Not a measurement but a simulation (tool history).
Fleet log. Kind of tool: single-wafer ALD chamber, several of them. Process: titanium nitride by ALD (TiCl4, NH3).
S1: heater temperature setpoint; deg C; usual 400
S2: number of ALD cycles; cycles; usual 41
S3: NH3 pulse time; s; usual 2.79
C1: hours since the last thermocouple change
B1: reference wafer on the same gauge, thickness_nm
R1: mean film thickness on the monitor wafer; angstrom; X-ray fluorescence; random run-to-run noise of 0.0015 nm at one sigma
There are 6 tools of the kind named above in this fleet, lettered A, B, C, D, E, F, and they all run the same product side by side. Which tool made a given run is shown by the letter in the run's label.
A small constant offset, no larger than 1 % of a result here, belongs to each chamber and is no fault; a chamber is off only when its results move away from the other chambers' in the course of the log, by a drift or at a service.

{"run": "1D", "hour": 5.8, "S1": 400, "S2": 41, "S3": 2.79, "C1": 843.2, "B1": 0.84254, "R1": 9.0964}
{"run": "2F", "hour": 11.5, "S1": 400, "S2": 41, "S3": 2.79, "C1": 1356.1, "B1": 0.84275, "R1": 9.1468}
{"run": "3E", "hour": 18.2, "S1": 400, "S2": 41, "S3": 2.79, "C1": 41.0, "B1": 0.84254, "R1": 9.1381}
{"run": "4C", "hour": 27.1, "S1": 400, "S2": 41, "S3": 2.79, "C1": 135.6, "B1": 0.84261, "R1": 9.1563}
{"run": "5B", "hour": 35.7, "S1": 400, "S2": 45, "S3": 2.79, "C1": 117.7, "B1": 0.84224, "R1": 10.077}
{"run": "6A", "hour": 40.0, "S1": 400, "S2": 45, "S3": 2.79, "C1": 1190.1, "B1": 0.84193, "R1": 10.091}
{"run": "7F", "hour": 44.9, "S1": 400, "S2": 45, "S3": 2.79, "C1": 1389.5, "B1": 0.84227, "R1": 10.015}
{"run": "8D", "hour": 52.2, "S1": 400, "S2": 45, "S3": 2.79, "C1": 889.6, "B1": 0.84226, "R1": 9.9389}
{"run": "9A", "hour": 58.4, "S1": 400, "S2": 45, "S3": 2.79, "C1": 1208.5, "B1": 0.84176, "R1": 10.097}
{"run": "10C", "hour": 67.3, "S1": 400, "S2": 45, "S3": 2.79, "C1": 175.8, "B1": 0.84194, "R1": 10.018}
{"run": "11B", "hour": 75.0, "S1": 400, "S2": 41, "S3": 2.79, "C1": 157.0, "B1": 0.84126, "R1": 9.1815}
{"run": "12E", "hour": 80.4, "S1": 412, "S2": 41, "S3": 2.45, "C1": 103.2, "B1": 0.84152, "R1": 9.0989}
{"run": "13F", "hour": 84.9, "S1": 412, "S2": 41, "S3": 2.45, "C1": 1429.5, "B1": 0.84133, "R1": 9.1336}
{"run": "14A", "hour": 90.0, "S1": 412, "S2": 41, "S3": 2.45, "C1": 1240.1, "B1": 0.84138, "R1": 9.1517}
{"run": "15D", "hour": 96.2, "S1": 412, "S2": 41, "S3": 2.45, "C1": 933.6, "B1": 0.84099, "R1": 9.0325}
{"run": "16B", "hour": 100.7, "S1": 412, "S2": 41, "S3": 2.45, "C1": 182.7, "B1": 0.84079, "R1": 9.1554}
{"run": "17E", "hour": 108.9, "S1": 412, "S2": 41, "S3": 2.45, "C1": 131.7, "B1": 0.84115, "R1": 9.1209}
{"run": "18C", "hour": 117.8, "S1": 400, "S2": 48, "S3": 2.09, "C1": 226.3, "B1": 0.84063, "R1": 10.596}
{"run": "19B", "hour": 123.7, "S1": 400, "S2": 48, "S3": 2.09, "C1": 205.7, "B1": 0.8402, "R1": 10.654}
{"run": "20F", "hour": 133.1, "S1": 400, "S2": 48, "S3": 2.09, "C1": 1477.7, "B1": 0.84066, "R1": 10.57}
{"run": "21C", "hour": 141.0, "S1": 400, "S2": 48, "S3": 2.09, "C1": 249.5, "B1": 0.84022, "R1": 10.575}
{"run": "22A", "hour": 146.9, "S1": 400, "S2": 48, "S3": 2.09, "C1": 1297.0, "B1": 0.84011, "R1": 10.61}
{"run": "23D", "hour": 153.9, "S1": 400, "S2": 48, "S3": 2.09, "C1": 991.3, "B1": 0.83985, "R1": 10.481}
{"run": "24E", "hour": 159.9, "S1": 412, "S2": 34, "S3": 2.79, "C1": 182.7, "B1": 0.83989, "R1": 7.5548}
{"run": "25F", "hour": 166.6, "S1": 412, "S2": 34, "S3": 2.79, "C1": 1511.2, "B1": 0.83984, "R1": 7.5676}
{"run": "26B", "hour": 173.8, "S1": 412, "S2": 34, "S3": 2.79, "C1": 255.8, "B1": 0.83948, "R1": 7.6056}
{"run": "27C", "hour": 182.7, "S1": 412, "S2": 34, "S3": 2.79, "C1": 291.2, "B1": 0.83952, "R1": 7.5669}
{"run": "28A", "hour": 187.9, "S1": 412, "S2": 34, "S3": 2.79, "C1": 1338.0, "B1": 0.83949, "R1": 7.6254}
{"run": "29D", "hour": 197.1, "S1": 412, "S2": 34, "S3": 2.79, "C1": 1034.5, "B1": 0.83929, "R1": 7.4992}
{"run": "30E", "hour": 202.8, "S1": 400, "S2": 41, "S3": 2.79, "C1": 225.6, "B1": 0.83877, "R1": 9.1065}
{"run": "31D", "hour": 212.3, "S1": 395, "S2": 46, "S3": 2.79, "C1": 1049.7, "B1": 0.83865, "R1": 10.143}
{"run": "32F", "hour": 218.5, "S1": 395, "S2": 46, "S3": 2.79, "C1": 1563.1, "B1": 0.83901, "R1": 10.169}
{"run": "33C", "hour": 224.7, "S1": 395, "S2": 46, "S3": 2.79, "C1": 333.2, "B1": 0.83839, "R1": 10.202}
{"run": "34B", "hour": 230.9, "S1": 395, "S2": 46, "S3": 2.79, "C1": 312.9, "B1": 0.83857, "R1": 10.206}
{"run": "35A", "hour": 240.1, "S1": 395, "S2": 46, "S3": 2.79, "C1": 1390.2, "B1": 0.83839, "R1": 10.231}
{"run": "36E", "hour": 248.9, "S1": 395, "S2": 46, "S3": 2.79, "C1": 271.7, "B1": 0.838, "R1": 10.169}
{"run": "37F", "hour": 254.7, "S1": 400, "S2": 41, "S3": 2.79, "C1": 1599.3, "B1": 0.83783, "R1": 9.113}
{"run": "38E", "hour": 259.2, "S1": 405, "S2": 45, "S3": 2.79, "C1": 282.0, "B1": 0.83814, "R1": 10.024}
{"run": "39A", "hour": 263.5, "S1": 405, "S2": 45, "S3": 2.79, "C1": 1413.6, "B1": 0.83756, "R1": 10.073}
{"run": "40B", "hour": 271.6, "S1": 405, "S2": 45, "S3": 2.79, "C1": 353.6, "B1": 0.83733, "R1": 10.037}
{"run": "41D", "hour": 278.1, "S1": 405, "S2": 45, "S3": 2.79, "C1": 1115.5, "B1": 0.83753, "R1": 9.9239}

What goes on in this fleet: one chamber off, a drifting gauge, or nothing beyond the chambers' own small offsets? Name the chamber and the cause, if any.

The gauge drifts, so all chambers seem to drift together. No chamber is off.
What lies behind it: gauge reads low (%) = 0.667.
